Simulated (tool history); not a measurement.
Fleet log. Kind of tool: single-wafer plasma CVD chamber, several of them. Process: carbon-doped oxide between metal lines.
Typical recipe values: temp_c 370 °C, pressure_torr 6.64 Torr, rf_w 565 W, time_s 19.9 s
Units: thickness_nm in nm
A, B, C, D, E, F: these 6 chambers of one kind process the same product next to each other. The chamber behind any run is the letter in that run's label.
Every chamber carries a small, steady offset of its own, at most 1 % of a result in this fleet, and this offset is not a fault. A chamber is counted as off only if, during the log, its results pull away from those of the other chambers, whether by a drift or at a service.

run   hour  temp_c  pressure_torr  rf_w  time_s  hours since the last thermocouple change  hours since the last RF generator calibration  hours since the last manometer calibration  read-back reference wafer on the same gauge, thickness_nm  thickness_nm
 1D    3.4     370           6.64   565    19.9                                     361.2                                         1444.5                                       765.8                                                     106.94        108.49
 2A    6.1     370           6.64   565    19.9                                    1431.3                                          518.2                                       391.9                                                     106.97        108.12
 3E    8.4     370           6.64   565    19.9                                     849.7                                         1398.0                                       411.2                                                     106.95        107.75
 4C   11.0     370           6.64   565    19.9                                    2009.1                                          220.2                                      1036.2                                                     106.95        107.25
      13.1  -- chamber A: thermocouple changed; heater temperature recalibrated
 5B   14.0     370           6.64   565    19.9                                    1165.5                                         1746.6                                       533.0                                                     106.93        108.11
 6F   18.0     370           6.64   565    19.9                                    1109.2                                          686.0                                      1112.8                                                     106.89        108.68
 7C   20.2     370           6.64   565    19.9                                    2018.3                                          229.4                                      1045.4                                                     106.92        107.29
 8B   23.8     370           6.64   565    19.9                                    1175.3                                         1756.4                                       542.8                                                     106.89        108.23
 9F   27.3     370           6.64   565    19.9                                    1118.5                                          695.3                                      1122.1                                                     106.86        108.49
10E   29.4     370           6.64   565    19.9                                     870.7                                         1419.0                                       432.2                                                     106.87        107.68
11A   31.4     370           6.64   565    19.9                                      18.3                                          543.5                                       417.2                                                     106.84        107.78
12D   34.1     370           6.64   565    19.9                                     391.9                                         1475.2                                       796.5                                                     106.81        108.26
13F   37.6     370           6.64   565    19.9                                    1128.8                                          705.6                                      1132.4                                                     106.83        108.63
14B   39.6     370           6.64   565    19.9                                    1191.1                                         1772.2                                       558.6                                                     106.85        108.00
15D   43.6     370           6.64   565    19.9                                     401.4                                         1484.7                                       806.0                                                     106.83        108.21
16A   45.9     370           6.64   565    19.9                                      32.8                                          558.0                                       431.7                                                     106.77        107.87
17C   48.0     370           6.64   565    19.9                                    2046.1                                          257.2                                      1073.2                                                     106.77        106.96
18E   51.0     370           6.64   565    19.9                                     892.3                                         1440.6                                       453.8                                                     106.79        107.67
      52.6  -- chamber B: RF generator calibrated
19A   53.4     370           6.64   565    19.9                                      40.3                                          565.5                                       439.2                                                     106.74        107.63
20D   55.6     370           6.64   565    19.9                                     413.4                                         1496.7                                       818.0                                                     106.74        108.13
21B   59.0     370           6.64   565    19.9                                    1210.5                                            6.5                                       578.0                                                     106.74        108.00
22C   62.0     370           6.64   565    19.9                                    2060.1                                          271.2                                      1087.2                                                     106.69        107.04
23F   66.0     370           6.14   565    19.9                                    1157.2                                          734.0                                      1160.8                                                     106.67        107.49
      66.2  -- chamber B: thermocouple changed; heater temperature recalibrated
24E   70.1     370           6.14   565    19.9                                     911.4                                         1459.7                                       472.9                                                     106.66        107.08
25C   73.9     370           6.14   565    19.9                                    2072.0                                          283.1                                      1099.1                                                     106.67        106.05
26B   76.9     370           6.14   565    19.9                                      10.8                                           24.4                                       595.9                                                     106.65        106.87
27E   79.0     370           6.14   565    19.9                                     920.3                                         1468.6                                       481.8                                                     106.63        106.88
28A   81.7     370           6.14   565    19.9                                      68.6                                          593.8                                       467.5                                                     106.62        106.76
29F   84.2     370           6.64   565    19.9                                    1175.4                                          752.2                                      1179.0                                                     106.60        108.42
30D   88.5     370           6.64   565    19.9                                     446.3                                         1529.6                                       850.9                                                     106.62        108.11
31A   90.9     370           6.64   565    19.9                                      77.8                                          603.0                                       476.7                                                     106.57        107.41
32B   93.5     370           6.64   565    19.9                                      27.4                                           41.0                                       612.5                                                     106.59        107.61
33E   97.4     370           6.02   565    19.9                                     938.7                                         1487.0                                       500.2                                                     106.58        106.70
34F  100.7     370           6.02   565    19.9                                    1191.9                                          768.7                                      1195.5                                                     106.54        107.25
35C  103.3     370           6.02   565    19.9                                    2101.4                                          312.5                                      1128.5                                                     106.52        105.55
36D  106.3     370           6.02   565    19.9                                     464.1                                         1547.4                                       868.7                                                     106.50        107.00
37E  108.4     370           6.02   565    19.9                                     949.7                                         1498.0                                       511.2                                                     106.49        106.35
38F  110.6     370           6.02   565    19.9                                    1201.8                                          778.6                                      1205.4                                                     106.52        107.21
39D  113.5     370           6.64   565    19.9                                     471.3                                         1554.6                                       875.9                                                     106.46        108.32
40A  116.5     370           6.64   565    19.9                                     103.4                                          628.6                                       502.3                                                     106.48        107.21
41C  119.6     370           6.64   565    19.9                                    2117.7                                          328.8                                      1144.8                                                     106.41        106.64
42B  122.7     370           6.64   565    19.9                                      56.6                                           70.2                                       641.7                                                     106.41        107.80
43F  126.4     357           6.64   495    19.9                                    1217.6                                          794.4                                      1221.2                                                     106.41        102.54

For the next run the whole fleet of 6 chambers uses the same settings. Give each chamber's results:
44A  129.5     370           6.64   565    19.9                                                                                                                                                                                                             ?
44B  129.5     370           6.64   565    19.9                                                                                                                                                                                                             ?
44C  129.5     370           6.64   565    19.9                                                                                                                                                                                                             ?
44D  129.5     370           6.64   565    19.9                                                                                                                                                                                                             ?
44E  129.5     370           6.64   565    19.9                                                                                                                                                                                                             ?
44F  129.5     370           6.64   565    19.9                                                                                                                                                                                                             ?

run  thickness_nm
44A        107.05
44B        107.67
44C        106.69
44D        107.68
44E        107.32
44F        108.34

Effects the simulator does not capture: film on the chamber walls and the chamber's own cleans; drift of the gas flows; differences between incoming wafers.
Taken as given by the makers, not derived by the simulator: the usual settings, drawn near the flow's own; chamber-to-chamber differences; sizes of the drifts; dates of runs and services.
